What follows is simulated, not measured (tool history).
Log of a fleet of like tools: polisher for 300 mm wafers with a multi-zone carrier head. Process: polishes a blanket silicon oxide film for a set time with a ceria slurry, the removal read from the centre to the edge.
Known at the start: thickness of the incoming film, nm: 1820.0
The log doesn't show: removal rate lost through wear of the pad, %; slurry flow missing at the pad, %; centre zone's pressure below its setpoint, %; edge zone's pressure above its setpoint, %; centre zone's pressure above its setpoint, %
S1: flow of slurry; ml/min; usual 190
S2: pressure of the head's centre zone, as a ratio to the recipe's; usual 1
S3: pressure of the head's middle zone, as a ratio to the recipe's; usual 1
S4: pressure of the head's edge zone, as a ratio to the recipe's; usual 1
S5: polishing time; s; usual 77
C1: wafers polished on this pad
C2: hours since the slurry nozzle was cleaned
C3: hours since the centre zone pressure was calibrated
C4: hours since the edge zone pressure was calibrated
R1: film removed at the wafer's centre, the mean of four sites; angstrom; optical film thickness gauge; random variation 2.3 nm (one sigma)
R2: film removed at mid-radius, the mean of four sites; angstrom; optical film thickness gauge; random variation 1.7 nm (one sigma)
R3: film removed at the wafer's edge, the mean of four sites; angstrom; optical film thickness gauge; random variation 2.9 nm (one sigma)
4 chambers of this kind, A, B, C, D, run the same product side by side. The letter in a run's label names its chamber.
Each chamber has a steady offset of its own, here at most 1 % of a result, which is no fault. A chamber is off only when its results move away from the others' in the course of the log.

run,day,S1,S2,S3,S4,S5,C1,C2,C3,C4,R1,R2,R3
1A,0.538,190,1,1,1,77,469,299.9,219.2,277.1,2505.3,2546.1,2521.6
2B,1.112,190,1,1,1,77,700,248.5,525,129,2578.7,2540.1,2558.9
3D,1.692,190,1,1,1,77,903,338.5,376.8,301.7,2559.5,2553.3,2522.3
# day 2.2: chamber D: worn pad replaced by a new one
# day 2.204: chamber A: worn pad replaced by a new one
4C,2.221,190,1,1,1,77,594,454,572.3,572,2547.6,2553.8,2550.9
5B,2.588,190,1,1,1,77,958,283.9,560.4,164.4,2524.2,2532.3,2502.6
6A,2.862,190,1,1,1,77,115,355.7,275,332.9,2512.9,2542.1,2563.6
# day 3.029: chamber C: worn pad replaced by a new one
7C,3.433,190,1,1,1,77,71,483.1,601.4,601.1,2581.2,2542.7,2520.6
8D,3.733,190,1,1,1,77,268,387.5,425.8,350.7,2556.7,2548.7,2538.9
9B,4.058,190,1.04,1,1,77,1215,319.2,595.7,199.7,2641.7,2552.6,2537
10A,4.592,190,1.04,1,1,77,418,397.2,316.5,374.4,2625.4,2486.9,2532
# day 5.008: chamber B: worn pad replaced by a new one
11C,5.092,190,1.04,1,1,77,361,522.9,641.2,640.9,2704.1,2568.2,2540.4
12D,5.388,190,1.04,1,1,77,558,427.2,465.5,390.4,2667.2,2556.6,2544.8
13D,5.667,190,1,1,1,77,607,433.9,472.2,397.1,2549.9,2553.3,2541.2
# day 5.671: chamber A: worn pad replaced by a new one
# day 5.9: chamber A: slurry nozzle cleaned
14C,6.179,190,1,1,1,77,551,549,667.3,667,2546.6,2539.6,2596.3
15A,6.529,190,1,1,1,77,150,15.2,363,420.9,2485.8,2545.8,2556.6
16B,6.788,190,1,1,1,77,311,384.7,661.2,265.2,2596.6,2548.9,2519.9
# day 6.996: chamber C: worn pad replaced by a new one
17D,7.233,190,1,1,1,101,881,471.5,509.8,434.7,3381.1,3362,3291.5
# day 7.625: chamber D: worn pad replaced by a new one
# day 7.667: chamber D: edge zone pressure recalibrated
# day 7.712: chamber C: edge zone pressure recalibrated
18B,7.771,190,1,1,1,101,483,408.3,684.8,288.8,3401.2,3340.6,3276.7
19A,8.121,190,1,1,1,101,429,53.4,401.2,459.1,3228.8,3340.7,3304.2
20C,8.642,190,1,1,1,101,288,608.1,726.4,22.4,3253.1,3355.7,3342.7
21A,9.096,190,1,1,1,77,599,76.8,424.6,482.5,2473.1,2503.9,2523.5
22B,9.688,190,1,1,1,77,818,454.3,730.8,334.8,2539.9,2535.9,2505.7
# day 9.704: chamber A: worn pad replaced by a new one
23C,10.196,190,1,0.93,1.11,77,560,645.4,763.7,59.7,2522.9,2400.1,2773.8
24D,10.708,190,1,0.93,1.11,77,539,554.9,593.2,73,2545,2370.3,2656
25A,11.25,190,1,0.93,1.11,77,270,128.5,476.3,534.2,2453.7,2403.7,2674.9
# day 11.371: chamber C: worn pad replaced by a new one
26C,11.717,190,1,0.93,1.11,77,60,681.9,800.2,96.2,2545.6,2393.7,2668.8
27D,12.154,190,1,1,1,77,792,589.6,627.9,107.7,2541.4,2559.5,2498.5
28B,12.483,190,1,1,1,77,1308,521.4,797.9,401.9,2562.4,2553.1,2545.6
# day 12.667: chamber B: centre zone pressure recalibrated
29D,12.908,190,1,1,1,77,924,607.7,646,125.8,2551.8,2533.1,2572.8
# day 13.05: chamber B: worn pad replaced by a new one
# day 13.375: chamber A: worn pad replaced by a new one
30B,13.442,190,1,1,1,77,68,544.4,18.7,424.9,2565.5,2555.8,2553.8
# day 13.658: chamber D: worn pad replaced by a new one
31C,13.883,190,1,1,1,77,439,733.9,852.2,148.2,2532.3,2530.8,2568
# day 13.9: chamber A: edge zone pressure recalibrated
32A,14.317,190,1.08,1,1,77,164,202.1,549.9,10,2589.1,2557.5,2543.2
# day 14.438: chamber C: centre zone pressure recalibrated
33D,14.742,190,1.08,1,1,77,189,651.7,690,169.8,2768.1,2571.5,2543.9
34A,15.071,190,1.08,1,1,77,296,220.2,568,28.1,2600,2543.1,2552.5
# day 15.217: chamber C: worn pad replaced by a new one
35C,15.579,190,1.08,1,1,77,63,774.6,27.4,188.9,2743.3,2537.3,2540.4
36B,16.096,190,1,1,1,77,533,608.1,82.4,488.6,2513.7,2509.5,2518.4
37B,16.583,190,1.08,0.88,1,77,618,619.8,94.1,500.3,2731.7,2243.3,2531.4
38D,16.992,190,1.08,0.88,1,77,583,705.7,744,223.8,2787.7,2277.6,2494.8
# day 17.067: chamber A: worn pad replaced by a new one
# day 17.392: chamber D: slurry nozzle cleaned
39A,17.433,190,1.08,0.88,1,77,64,276.9,624.7,84.8,2528,2265.2,2501.3
40C,17.692,190,1.08,0.88,1,77,433,825.3,78.1,239.6,2760.5,2268,2593.6
41B,18.067,190,1,1,1,77,878,655.4,129.7,535.9,2511.9,2514.9,2481.4
42D,18.462,190,0.93,1,1,56,840,25.7,779.3,259.1,1700.9,1851.1,1814.4
43C,18.742,190,0.93,1,1,56,617,850.5,103.3,264.8,1709.9,1851,1892
44A,19.254,190,0.93,1,1,56,383,320.6,668.4,128.5,1541,1853.1,1841.9

All 4 chambers run these settings next. Forecast each chamber's results:
45A,19.679,190,1,1,1,77,,,,,?,?,?
45B,19.679,190,1,1,1,77,,,,,?,?,?
45C,19.679,190,1,1,1,77,,,,,?,?,?
45D,19.679,190,1,1,1,77,,,,,?,?,?

run,R1,R2,R3
45A,2290.9,2520.1,2504.7
45B,2533.5,2527.2,2507.7
45C,2561.1,2544.8,2531.7
45D,2589.6,2511.4,2498.8
